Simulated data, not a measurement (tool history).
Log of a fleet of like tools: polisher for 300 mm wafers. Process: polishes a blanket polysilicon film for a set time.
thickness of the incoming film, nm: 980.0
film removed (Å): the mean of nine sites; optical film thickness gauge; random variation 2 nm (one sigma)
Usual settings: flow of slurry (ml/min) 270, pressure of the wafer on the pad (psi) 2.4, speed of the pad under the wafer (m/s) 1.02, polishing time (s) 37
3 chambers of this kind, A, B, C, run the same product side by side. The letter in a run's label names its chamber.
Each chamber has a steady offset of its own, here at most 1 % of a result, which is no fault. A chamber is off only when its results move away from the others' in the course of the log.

run,day,flow of slurry (ml/min),pressure of the wafer on the pad (psi),speed of the pad under the wafer (m/s),polishing time (s),film removed (Å)
# day 0.196: chamber B: worn pad replaced by a new one
1B,0.321,270,2.4,1.02,37,2271.5
2A,0.538,270,2.4,1.02,37,2248.6
# day 0.738: chamber C: worn pad replaced by a new one
3C,0.817,270,2.4,1.02,37,2180.6
# day 1.204: chamber A: worn pad replaced by a new one
4C,1.246,270,2.4,1.02,37,2216.7
5A,1.654,270,2.4,1.02,37,2203.9
6B,1.888,270,2.4,1.02,37,2219.4
7A,2.262,200,2.4,1.02,37,2146.0
8B,2.717,200,2.4,1.02,37,2147.8
# day 2.975: chamber B: worn pad replaced by a new one
9C,3.004,200,2.4,1.02,37,2098.2
# day 3.362: chamber C: worn pad replaced by a new one
10C,3.421,270,2.4,1.02,37,2172.2
11B,3.700,270,2.4,1.02,37,2229.9
12A,4.138,270,1.9,1.02,33,1551.2
13A,4.483,270,1.9,1.02,33,1556.2
14B,4.704,270,1.9,1.02,33,1598.7
# day 4.812: chamber A: worn pad replaced by a new one
15C,5.096,270,2.4,1.02,37,2135.7
16B,5.346,270,2.4,1.02,37,2239.3
# day 5.458: chamber C: worn pad replaced by a new one
17A,5.771,270,2.0,1.02,37,1842.8
# day 5.812: chamber B: worn pad replaced by a new one
18C,6.000,270,2.0,1.02,37,1728.3
19A,6.262,270,2.0,1.02,37,1823.2
20C,6.712,270,2.4,1.02,37,2140.7
21B,6.925,270,2.4,1.02,37,2238.5
22A,7.371,270,2.4,1.02,37,2225.7
23B,7.575,300,2.4,1.22,37,2701.3
# day 7.788: chamber C: worn pad replaced by a new one
24C,7.829,300,2.4,1.22,37,2512.0
25A,8.058,300,2.4,1.22,37,2688.4
# day 8.071: chamber A: worn pad replaced by a new one
26B,8.258,270,2.4,1.02,37,2244.5
27C,8.692,270,2.4,1.02,37,2029.4
# day 8.767: chamber B: worn pad replaced by a new one
28A,9.025,270,2.4,1.02,37,2192.1
# day 9.171: chamber C: slurry nozzle cleaned
29C,9.254,270,2.4,1.02,37,2036.5
30B,9.488,270,2.4,1.02,37,2238.7
31A,9.717,270,2.4,1.02,37,2227.1
32C,9.929,270,2.4,1.02,37,2004.5
33B,10.304,270,2.4,1.02,37,2287.4
# day 10.517: chamber C: worn pad replaced by a new one
34C,10.762,195,2.4,0.72,37,1324.5
35B,11.025,195,2.4,0.72,37,1529.6
36A,11.388,195,2.4,0.72,37,1490.2
37B,11.792,270,2.4,1.02,37,2217.2

All 3 chambers run these settings next. Forecast each chamber's results:
38A,12.121,270,2.1,1.02,37,?
38B,12.121,270,2.1,1.02,37,?
38C,12.121,270,2.1,1.02,37,?

run,film removed (Å)
38A,1927.3
38B,1941.5
38C,1716.4
